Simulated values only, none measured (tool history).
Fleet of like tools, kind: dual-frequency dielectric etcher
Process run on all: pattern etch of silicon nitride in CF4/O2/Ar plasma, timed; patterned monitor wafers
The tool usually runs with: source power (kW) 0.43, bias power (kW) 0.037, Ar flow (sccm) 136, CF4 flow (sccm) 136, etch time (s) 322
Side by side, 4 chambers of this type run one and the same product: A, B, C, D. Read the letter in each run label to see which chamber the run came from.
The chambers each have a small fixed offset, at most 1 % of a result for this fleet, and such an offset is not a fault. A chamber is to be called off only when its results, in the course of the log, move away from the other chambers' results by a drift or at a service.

| run | hour | source power (kW) | bias power (kW) | Ar flow (sccm) | CF4 flow (sccm) | etch time (s) | hours since the last wet clean | hours since the last source power generator calibration | hours since the last bias power generator calibration | hours since the last Ar flow controller change | hours since the last CF4 flow controller change | read-back reference wafer on the same gauge, depth_nm | mean etch depth across the wafer (nm) |
|---|---|---|---|---|---|---|---|---|---|---|---|---|---|
| 1A | 5.2 | 0.43 | 0.037 | 136 | 136 | 322 | 489.9 | 521.6 | 4469.6 | 2117 | 2913.6 | 570.83 | 481.83 |
| 2B | 7.9 | 0.43 | 0.037 | 136 | 136 | 322 | 147.4 | 4400.3 | 4594.4 | 1628 | 5052.7 | 570.55 | 474.33 |
| 3D | 10.5 | 0.43 | 0.037 | 136 | 136 | 322 | 113.9 | 1067.4 | 816.2 | 5809.9 | 1162.8 | 571.12 | 478.92 |
| 4C | 13.4 | 0.43 | 0.037 | 136 | 136 | 322 | 363.6 | 3048.2 | 377.5 | 4006.8 | 1947.7 | 571.3 | 478.65 |
| 5D | 16.5 | 0.43 | 0.037 | 136 | 136 | 322 | 119.9 | 1073.4 | 822.2 | 5815.9 | 1168.8 | 571.02 | 477.87 |
|  | 16.7 | chamber A: bias power generator calibrated |
| 6A | 21.6 | 0.43 | 0.045 | 136 | 125 | 322 | 506.3 | 538 | 5 | 2133.4 | 2930 | 570.86 | 512.2 |
| 7C | 25.5 | 0.43 | 0.045 | 136 | 125 | 322 | 375.7 | 3060.3 | 389.6 | 4018.9 | 1959.8 | 570.97 | 505.21 |
| 8B | 28.4 | 0.43 | 0.045 | 136 | 125 | 322 | 167.9 | 4420.8 | 4614.9 | 1648.5 | 5073.2 | 570.43 | 502.51 |
| 9B | 32.5 | 0.43 | 0.045 | 136 | 125 | 322 | 172 | 4424.9 | 4619 | 1652.6 | 5077.3 | 571.47 | 507.01 |
| 10D | 35.8 | 0.43 | 0.037 | 136 | 136 | 322 | 139.2 | 1092.7 | 841.5 | 5835.2 | 1188.1 | 570.12 | 479.52 |
| 11C | 41.2 | 0.43 | 0.037 | 136 | 136 | 322 | 391.4 | 3076 | 405.3 | 4034.6 | 1975.5 | 571.23 | 474.51 |
| 12A | 46.4 | 0.43 | 0.037 | 136 | 136 | 322 | 531.1 | 562.8 | 29.8 | 2158.2 | 2954.8 | 571.67 | 479.06 |
| 13C | 50.7 | 0.43 | 0.037 | 136 | 136 | 322 | 400.9 | 3085.5 | 414.8 | 4044.1 | 1985 | 571.45 | 476.06 |
| 14D | 54.4 | 0.43 | 0.037 | 136 | 136 | 322 | 157.8 | 1111.3 | 860.1 | 5853.8 | 1206.7 | 570.5 | 481.91 |
| 15A | 59.3 | 0.43 | 0.03 | 165 | 136 | 322 | 544 | 575.7 | 42.7 | 2171.1 | 2967.7 | 571.29 | 434.29 |
|  | 60.5 | chamber B: source power generator calibrated |
| 16B | 64.4 | 0.43 | 0.03 | 165 | 136 | 322 | 203.9 | 4 | 4650.9 | 1684.5 | 5109.2 | 570.98 | 446.8 |
| 17C | 68.7 | 0.43 | 0.03 | 165 | 136 | 322 | 418.9 | 3103.5 | 432.8 | 4062.1 | 2003 | 571 | 430.67 |
|  | 70.6 | chamber A: wet clean of the chamber |
| 18B | 71.8 | 0.43 | 0.03 | 165 | 136 | 322 | 211.3 | 11.4 | 4658.3 | 1691.9 | 5116.6 | 571.07 | 446.36 |
| 19D | 76.5 | 0.43 | 0.034 | 136 | 136 | 399.5 | 179.9 | 1133.4 | 882.2 | 5875.9 | 1228.8 | 570.88 | 579.59 |
| 20A | 80.9 | 0.43 | 0.034 | 136 | 136 | 399.5 | 10.4 | 597.3 | 64.3 | 2192.7 | 2989.3 | 570.41 | 581.85 |
| 21B | 86.1 | 0.43 | 0.034 | 136 | 136 | 399.5 | 225.6 | 25.7 | 4672.6 | 1706.2 | 5130.9 | 570.85 | 593.07 |
| 22C | 89.3 | 0.43 | 0.034 | 136 | 136 | 399.5 | 439.5 | 3124.1 | 453.4 | 4082.7 | 2023.6 | 571.23 | 571.58 |
| 23D | 93.1 | 0.43 | 0.037 | 136 | 136 | 322 | 196.5 | 1150 | 898.8 | 5892.5 | 1245.4 | 570.92 | 480.92 |
|  | 95.7 | chamber B: bias power generator calibrated |
| 24A | 97.6 | 0.43 | 0.037 | 136 | 136 | 322 | 27.1 | 614 | 81 | 2209.4 | 3006 | 571.06 | 478.37 |
| 25A | 100.7 | 0.43 | 0.037 | 136 | 136 | 322 | 30.2 | 617.1 | 84.1 | 2212.5 | 3009.1 | 570.69 | 481.85 |
| 26D | 104.3 | 0.43 | 0.037 | 136 | 136 | 322 | 207.7 | 1161.2 | 910 | 5903.7 | 1256.6 | 571.65 | 482.19 |
| 27C | 109.6 | 0.43 | 0.037 | 136 | 136 | 322 | 459.8 | 3144.4 | 473.7 | 4103 | 2043.9 | 570.69 | 478.36 |
| 28B | 112.6 | 0.43 | 0.037 | 136 | 136 | 322 | 252.1 | 52.2 | 16.9 | 1732.7 | 5157.4 | 571.03 | 495.69 |
| 29D | 117.6 | 0.43 | 0.037 | 136 | 136 | 322 | 221 | 1174.5 | 923.3 | 5917 | 1269.9 | 571.31 | 476.08 |

Is one chamber out of step, is the gauge drifting, or do the chambers differ by no more than their own small offsets? For an off chamber, give its letter and the likeliest cause.

After it was serviced, chamber B no longer matches the other chambers.
What lies behind it: source power that arrives over what is set, % = 3.32.

Chamber B could run next with any of the 4 candidate recipes listed below; each alters the usual settings, and their results appear as question marks. Which one brings its results back in line with what the other chambers deliver on the usual settings?
Allowed miss from the other chambers' usual-settings mean, per result, to count as in line: mean etch depth across the wafer (nm) 7.7
| 30B-1 | 121.6 | 0.43 | 0.034 | 136 | 136 | 322 |  |  |  |  |  |  | ? |
| 30B-2 | 121.6 | 0.43 | 0.037 | 137 | 136 | 305.5 |  |  |  |  |  |  | ? |
| 30B-3 | 121.6 | 0.43 | 0.039 | 133 | 139 | 322 |  |  |  |  |  |  | ? |
| 30B-4 | 121.6 | 0.44 | 0.037 | 136 | 136 | 332.5 |  |  |  |  |  |  | ? |

Usual-settings mean across the other chambers: mean etch depth across the wafer (nm) 479.76
| run | mean etch depth across the wafer (nm) |
|---|---|
| 30B-1 | 479.29 |
| 30B-2 | 467.69 |
| 30B-3 | 505.54 |
| 30B-4 | 520.04 |
Change 30B-1 lands the chamber within the allowed miss of the other chambers.

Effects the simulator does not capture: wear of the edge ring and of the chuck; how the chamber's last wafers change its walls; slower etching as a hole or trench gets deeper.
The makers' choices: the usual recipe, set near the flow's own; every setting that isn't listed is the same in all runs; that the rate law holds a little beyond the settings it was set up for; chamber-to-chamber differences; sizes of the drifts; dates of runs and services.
